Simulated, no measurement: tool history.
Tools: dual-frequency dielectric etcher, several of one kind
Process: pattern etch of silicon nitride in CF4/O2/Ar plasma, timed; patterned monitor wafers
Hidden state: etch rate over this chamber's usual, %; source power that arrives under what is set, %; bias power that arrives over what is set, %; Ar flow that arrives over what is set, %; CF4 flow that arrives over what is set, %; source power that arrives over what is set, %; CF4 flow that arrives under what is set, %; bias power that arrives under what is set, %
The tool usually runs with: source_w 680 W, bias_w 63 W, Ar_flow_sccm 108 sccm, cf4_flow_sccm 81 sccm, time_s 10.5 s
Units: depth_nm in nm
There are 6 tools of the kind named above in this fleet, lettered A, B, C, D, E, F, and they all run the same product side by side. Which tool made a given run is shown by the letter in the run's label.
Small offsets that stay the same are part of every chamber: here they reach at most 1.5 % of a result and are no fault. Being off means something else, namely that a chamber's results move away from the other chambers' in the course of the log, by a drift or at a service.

| run | hour | source_w | bias_w | Ar_flow_sccm | cf4_flow_sccm | time_s | hours since the last wet clean | hours since the last source power generator calibration | hours since the last bias power generator calibration | hours since the last Ar flow controller change | hours since the last CF4 flow controller change | read-back reference wafer on the same gauge, depth_nm | depth_nm |
|---|---|---|---|---|---|---|---|---|---|---|---|---|---|
| 1F | 6.6 | 680 | 63 | 108 | 81 | 10.5 | 165.1 | 2971.3 | 1338 | 4405.7 | 1910.6 | 30.107 | 27.22 |
| 2E | 14 | 680 | 63 | 108 | 81 | 10.5 | 91.3 | 2253.4 | 1374.5 | 1325.3 | 1867.3 | 30.102 | 27.531 |
|  | 21.4 | chamber F: Ar flow controller replaced |
| 3A | 24.4 | 680 | 63 | 108 | 81 | 10.5 | 329.7 | 1140.8 | 1389.7 | 3643.6 | 415.7 | 30.058 | 27.585 |
| 4D | 33.1 | 680 | 63 | 108 | 81 | 10.5 | 207.3 | 1126.8 | 2085.2 | 3673.2 | 1349.1 | 30.072 | 27.47 |
| 5C | 39.4 | 680 | 63 | 108 | 81 | 10.5 | 291.6 | 1225.5 | 2281.2 | 2412.1 | 3579 | 30.086 | 27.355 |
|  | 39.7 | chamber E: bias power generator calibrated |
| 6B | 45 | 680 | 63 | 108 | 81 | 10.5 | 80.8 | 2445.5 | 56 | 873.6 | 268.9 | 30.096 | 27.93 |
| 7F | 53.5 | 570 | 63 | 90 | 81 | 10.5 | 212 | 3018.2 | 1384.9 | 32.1 | 1957.5 | 30.088 | 24.038 |
| 8E | 58.8 | 570 | 63 | 90 | 81 | 10.5 | 136.1 | 2298.2 | 19.1 | 1370.1 | 1912.1 | 30.148 | 24.38 |
| 9A | 66.8 | 570 | 63 | 90 | 81 | 10.5 | 372.1 | 1183.2 | 1432.1 | 3686 | 458.1 | 30.066 | 24.037 |
| 10C | 74.8 | 570 | 63 | 90 | 81 | 10.5 | 327 | 1260.9 | 2316.6 | 2447.5 | 3614.4 | 30.131 | 23.999 |
| 11D | 80 | 570 | 63 | 90 | 81 | 10.5 | 254.2 | 1173.7 | 2132.1 | 3720.1 | 1396 | 30.064 | 24.061 |
| 12B | 84.7 | 570 | 63 | 90 | 81 | 10.5 | 120.5 | 2485.2 | 95.7 | 913.3 | 308.6 | 30.104 | 24.548 |
| 13B | 95 | 680 | 63 | 108 | 81 | 10.5 | 130.8 | 2495.5 | 106 | 923.6 | 318.9 | 30.11 | 27.773 |
| 14F | 105.5 | 600 | 63 | 108 | 81 | 13 | 264 | 3070.2 | 1436.9 | 84.1 | 2009.5 | 30.123 | 30.185 |
| 15C | 111.7 | 600 | 63 | 108 | 81 | 13 | 363.9 | 1297.8 | 2353.5 | 2484.4 | 3651.3 | 30.13 | 30.256 |
|  | 121.2 | chamber A: wet clean of the chamber |
| 16D | 121.4 | 600 | 63 | 108 | 81 | 13 | 295.6 | 1215.1 | 2173.5 | 3761.5 | 1437.4 | 30.085 | 30.577 |
| 17A | 127.3 | 600 | 63 | 108 | 81 | 13 | 6.1 | 1243.7 | 1492.6 | 3746.5 | 518.6 | 30.108 | 30.106 |
| 18E | 132.5 | 600 | 63 | 108 | 81 | 13 | 209.8 | 2371.9 | 92.8 | 1443.8 | 1985.8 | 30.094 | 30.989 |
| 19C | 137.6 | 600 | 63 | 108 | 81 | 13 | 389.8 | 1323.7 | 2379.4 | 2510.3 | 3677.2 | 30.101 | 30.144 |
| 20A | 142.6 | 820 | 63 | 108 | 81 | 12.5 | 21.4 | 1259 | 1507.9 | 3761.8 | 533.9 | 30.102 | 38.412 |
| 21E | 151.1 | 820 | 63 | 108 | 81 | 12.5 | 228.4 | 2390.5 | 111.4 | 1462.4 | 2004.4 | 30.076 | 38.653 |
| 22B | 156.4 | 820 | 63 | 108 | 81 | 12.5 | 192.2 | 2556.9 | 167.4 | 985 | 380.3 | 30.093 | 38.836 |
|  | 163.7 | chamber C: bias power generator calibrated |
| 23D | 164.2 | 820 | 63 | 108 | 81 | 12.5 | 338.4 | 1257.9 | 2216.3 | 3804.3 | 1480.2 | 30.147 | 38.61 |
| 24F | 173.6 | 820 | 63 | 108 | 81 | 12.5 | 332.1 | 3138.3 | 1505 | 152.2 | 2077.6 | 30.036 | 38.564 |
| 25F | 181.1 | 820 | 63 | 108 | 81 | 12.5 | 339.6 | 3145.8 | 1512.5 | 159.7 | 2085.1 | 30.113 | 38.108 |
| 26A | 188.5 | 680 | 63 | 108 | 81 | 10.5 | 67.3 | 1304.9 | 1553.8 | 3807.7 | 579.8 | 30.103 | 27.251 |
| 27C | 193.5 | 680 | 63 | 108 | 81 | 10.5 | 445.7 | 1379.6 | 29.9 | 2566.2 | 3733.1 | 30.095 | 27.302 |
| 28E | 201.5 | 680 | 63 | 108 | 81 | 10.5 | 278.8 | 2440.9 | 161.8 | 1512.8 | 2054.8 | 30.076 | 27.677 |
|  | 206.9 | chamber F: wet clean of the chamber |
| 29B | 211.2 | 680 | 63 | 108 | 81 | 10.5 | 247 | 2611.7 | 222.2 | 1039.8 | 435.1 | 30.097 | 27.753 |
| 30D | 218.3 | 680 | 63 | 108 | 81 | 10.5 | 392.5 | 1312 | 2270.4 | 3858.4 | 1534.3 | 30.095 | 27.307 |
| 31C | 228.3 | 680 | 63 | 108 | 81 | 10.5 | 480.5 | 1414.4 | 64.7 | 2601 | 3767.9 | 30.053 | 27.29 |
| 32B | 238.3 | 680 | 63 | 108 | 81 | 10.5 | 274.1 | 2638.8 | 249.3 | 1066.9 | 462.2 | 30.06 | 27.897 |
| 33D | 248.3 | 680 | 63 | 108 | 81 | 10.5 | 422.5 | 1342 | 2300.4 | 3888.4 | 1564.3 | 30.12 | 27.298 |
| 34F | 253.3 | 680 | 63 | 108 | 81 | 10.5 | 46.4 | 3218 | 1584.7 | 231.9 | 2157.3 | 30.138 | 27.347 |
| 35E | 261.7 | 680 | 63 | 108 | 81 | 10.5 | 339 | 2501.1 | 222 | 1573 | 2115 | 30.113 | 27.628 |
| 36A | 271.3 | 680 | 63 | 108 | 81 | 10.5 | 150.1 | 1387.7 | 1636.6 | 3890.5 | 662.6 | 30.103 | 27.348 |
| 37F | 276.1 | 540 | 63 | 108 | 81 | 10.5 | 69.2 | 3240.8 | 1607.5 | 254.7 | 2180.1 | 30.088 | 22.367 |
| 38C | 282.2 | 540 | 63 | 108 | 81 | 10.5 | 534.4 | 1468.3 | 118.6 | 2654.9 | 3821.8 | 30.143 | 22.412 |
| 39D | 289.2 | 540 | 63 | 108 | 81 | 10.5 | 463.4 | 1382.9 | 2341.3 | 3929.3 | 1605.2 | 30.107 | 22.28 |
| 40A | 293.9 | 540 | 63 | 108 | 81 | 10.5 | 172.7 | 1410.3 | 1659.2 | 3913.1 | 685.2 | 30.069 | 22.488 |
| 41E | 298.8 | 540 | 63 | 108 | 81 | 10.5 | 376.1 | 2538.2 | 259.1 | 1610.1 | 2152.1 | 30.088 | 22.719 |
| 42B | 308.8 | 540 | 63 | 108 | 81 | 10.5 | 344.6 | 2709.3 | 319.8 | 1137.4 | 532.7 | 30.075 | 22.878 |

Predict what each chamber gives when all 6 of them run the settings below next.
| 43A | 316.3 | 680 | 63 | 133 | 81 | 10.5 |  |  |  |  |  |  | ? |
| 43B | 316.3 | 680 | 63 | 133 | 81 | 10.5 |  |  |  |  |  |  | ? |
| 43C | 316.3 | 680 | 63 | 133 | 81 | 10.5 |  |  |  |  |  |  | ? |
| 43D | 316.3 | 680 | 63 | 133 | 81 | 10.5 |  |  |  |  |  |  | ? |
| 43E | 316.3 | 680 | 63 | 133 | 81 | 10.5 |  |  |  |  |  |  | ? |
| 43F | 316.3 | 680 | 63 | 133 | 81 | 10.5 |  |  |  |  |  |  | ? |

| run | depth_nm |
|---|---|
| 43A | 26.738 |
| 43B | 26.94 |
| 43C | 26.637 |
| 43D | 26.683 |
| 43E | 26.96 |
| 43F | 26.404 |

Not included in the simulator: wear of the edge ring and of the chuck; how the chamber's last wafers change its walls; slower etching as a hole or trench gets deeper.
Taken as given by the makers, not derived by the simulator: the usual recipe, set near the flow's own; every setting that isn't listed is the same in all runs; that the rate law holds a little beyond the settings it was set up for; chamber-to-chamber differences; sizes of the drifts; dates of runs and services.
